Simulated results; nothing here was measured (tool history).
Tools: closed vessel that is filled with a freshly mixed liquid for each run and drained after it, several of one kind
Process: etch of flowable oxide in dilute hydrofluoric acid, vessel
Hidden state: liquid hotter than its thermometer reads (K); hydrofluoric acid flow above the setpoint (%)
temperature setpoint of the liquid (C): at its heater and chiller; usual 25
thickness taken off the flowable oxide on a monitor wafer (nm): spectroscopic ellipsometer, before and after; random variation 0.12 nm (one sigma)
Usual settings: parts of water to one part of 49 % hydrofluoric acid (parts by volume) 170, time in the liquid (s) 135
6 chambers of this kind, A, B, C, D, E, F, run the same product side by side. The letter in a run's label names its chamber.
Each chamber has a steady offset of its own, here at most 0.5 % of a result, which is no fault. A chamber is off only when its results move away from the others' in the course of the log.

| run | hour | temperature setpoint of the liquid (C) | parts of water to one part of 49 % hydrofluoric acid (parts by volume) | time in the liquid (s) | hours since the thermometer was replaced | hours since the hydrofluoric acid flow meter was replaced | read-back film thickness of the flowable oxide reference wafer, read on the same gauge (nm) | thickness taken off the flowable oxide on a monitor wafer (nm) |
|---|---|---|---|---|---|---|---|---|
| 1F | 5.6 | 25 | 170 | 135 | 1268.2 | 1080.2 | 59.994 | 23.274 |
| 2A | 10.9 | 25 | 170 | 135 | 296.5 | 42.3 | 60.051 | 23.177 |
| 3E | 17.2 | 25 | 170 | 135 | 1426.5 | 1719.7 | 60.018 | 23.401 |
| 4C | 23.9 | 25 | 170 | 135 | 555.1 | 849.3 | 59.983 | 22.928 |
| 5B | 27.9 | 25 | 170 | 135 | 655 | 264.7 | 59.978 | 23.287 |
| 6D | 31.2 | 25 | 170 | 135 | 824.7 | 1009.5 | 59.981 | 23.188 |
| 7B | 36 | 25 | 170 | 135 | 663.1 | 272.8 | 60.076 | 23.362 |
| 8A | 41.6 | 25 | 170 | 135 | 327.2 | 73 | 60.015 | 23.106 |
| 9F | 44.7 | 25 | 170 | 135 | 1307.3 | 1119.3 | 60.017 | 23.265 |
| 10D | 47.8 | 25 | 170 | 135 | 841.3 | 1026.1 | 59.972 | 23.183 |
| 11E | 53.5 | 25 | 120 | 135 | 1462.8 | 1756 | 60.066 | 35.179 |
| 12C | 58.6 | 25 | 120 | 135 | 589.8 | 884 | 59.977 | 34.984 |
| 13D | 64.4 | 25 | 120 | 135 | 857.9 | 1042.7 | 59.995 | 34.709 |
| 14A | 69.1 | 25 | 120 | 135 | 354.7 | 100.5 | 59.993 | 34.793 |
| 15E | 75.2 | 25 | 120 | 135 | 1484.5 | 1777.7 | 59.984 | 34.9 |
|  | 78.3 | chamber E: thermometer replaced |
| 16B | 82.3 | 25 | 120 | 135 | 709.4 | 319.1 | 60.013 | 35.148 |
| 17C | 88.8 | 25 | 170 | 135 | 620 | 914.2 | 60.057 | 23.074 |
| 18F | 92 | 25 | 170 | 135 | 1354.6 | 1166.6 | 59.993 | 23.09 |
|  | 92.9 | chamber D: thermometer replaced |
| 19B | 96.1 | 25 | 170 | 135 | 723.2 | 332.9 | 60.003 | 23.34 |
| 20C | 100.7 | 25 | 170 | 135 | 631.9 | 926.1 | 60.018 | 22.922 |
| 21A | 107.7 | 25 | 170 | 135 | 393.3 | 139.1 | 60.019 | 23.312 |
| 22F | 113.1 | 25 | 170 | 135 | 1375.7 | 1187.7 | 59.982 | 23.211 |
| 23D | 117.3 | 25 | 170 | 135 | 24.4 | 1095.6 | 60 | 23.249 |
| 24E | 122 | 25 | 170 | 100 | 43.7 | 1824.5 | 60.002 | 17.453 |
| 25E | 125.3 | 25 | 170 | 100 | 47 | 1827.8 | 60.041 | 17.464 |
| 26B | 130.7 | 25 | 170 | 100 | 757.8 | 367.5 | 59.955 | 17.763 |
| 27A | 136.2 | 25 | 170 | 100 | 421.8 | 167.6 | 59.992 | 17.16 |
| 28D | 140.2 | 25 | 170 | 100 | 47.3 | 1118.5 | 60.033 | 17.175 |
| 29C | 143.7 | 25 | 170 | 100 | 674.9 | 969.1 | 60.013 | 17.158 |
| 30F | 148.4 | 25 | 170 | 135 | 1411 | 1223 | 59.967 | 23.051 |
| 31D | 153.2 | 25 | 170 | 135 | 60.3 | 1131.5 | 59.963 | 23.057 |
| 32F | 158.1 | 25 | 170 | 135 | 1420.7 | 1232.7 | 59.952 | 23.134 |
| 33B | 162.7 | 25 | 170 | 135 | 789.8 | 399.5 | 60.01 | 23.959 |
| 34C | 169 | 25 | 170 | 135 | 700.2 | 994.4 | 59.965 | 23.064 |
| 35A | 174 | 25 | 170 | 135 | 459.6 | 205.4 | 60.034 | 23.46 |
| 36E | 181 | 25 | 170 | 135 | 102.7 | 1883.5 | 59.961 | 23.649 |
| 37E | 187.2 | 25 | 170 | 135 | 108.9 | 1889.7 | 59.977 | 23.267 |
| 38B | 190.6 | 25 | 170 | 135 | 817.7 | 427.4 | 60.014 | 24.22 |
| 39F | 197.3 | 25 | 170 | 135 | 1459.9 | 1271.9 | 60.009 | 23.027 |
| 40C | 203.3 | 25 | 170 | 135 | 734.5 | 1028.7 | 59.976 | 23.191 |

Next, every chamber runs the same settings. What will each give?
| 41A | 208.4 | 25 | 140 | 135 |  |  |  | ? |
| 41B | 208.4 | 25 | 140 | 135 |  |  |  | ? |
| 41C | 208.4 | 25 | 140 | 135 |  |  |  | ? |
| 41D | 208.4 | 25 | 140 | 135 |  |  |  | ? |
| 41E | 208.4 | 25 | 140 | 135 |  |  |  | ? |
| 41F | 208.4 | 25 | 140 | 135 |  |  |  | ? |

| run | thickness taken off the flowable oxide on a monitor wafer (nm) |
|---|---|
| 41A | 29.544 |
| 41B | 30.546 |
| 41C | 29.207 |
| 41D | 29.012 |
| 41E | 29.343 |
| 41F | 29.018 |

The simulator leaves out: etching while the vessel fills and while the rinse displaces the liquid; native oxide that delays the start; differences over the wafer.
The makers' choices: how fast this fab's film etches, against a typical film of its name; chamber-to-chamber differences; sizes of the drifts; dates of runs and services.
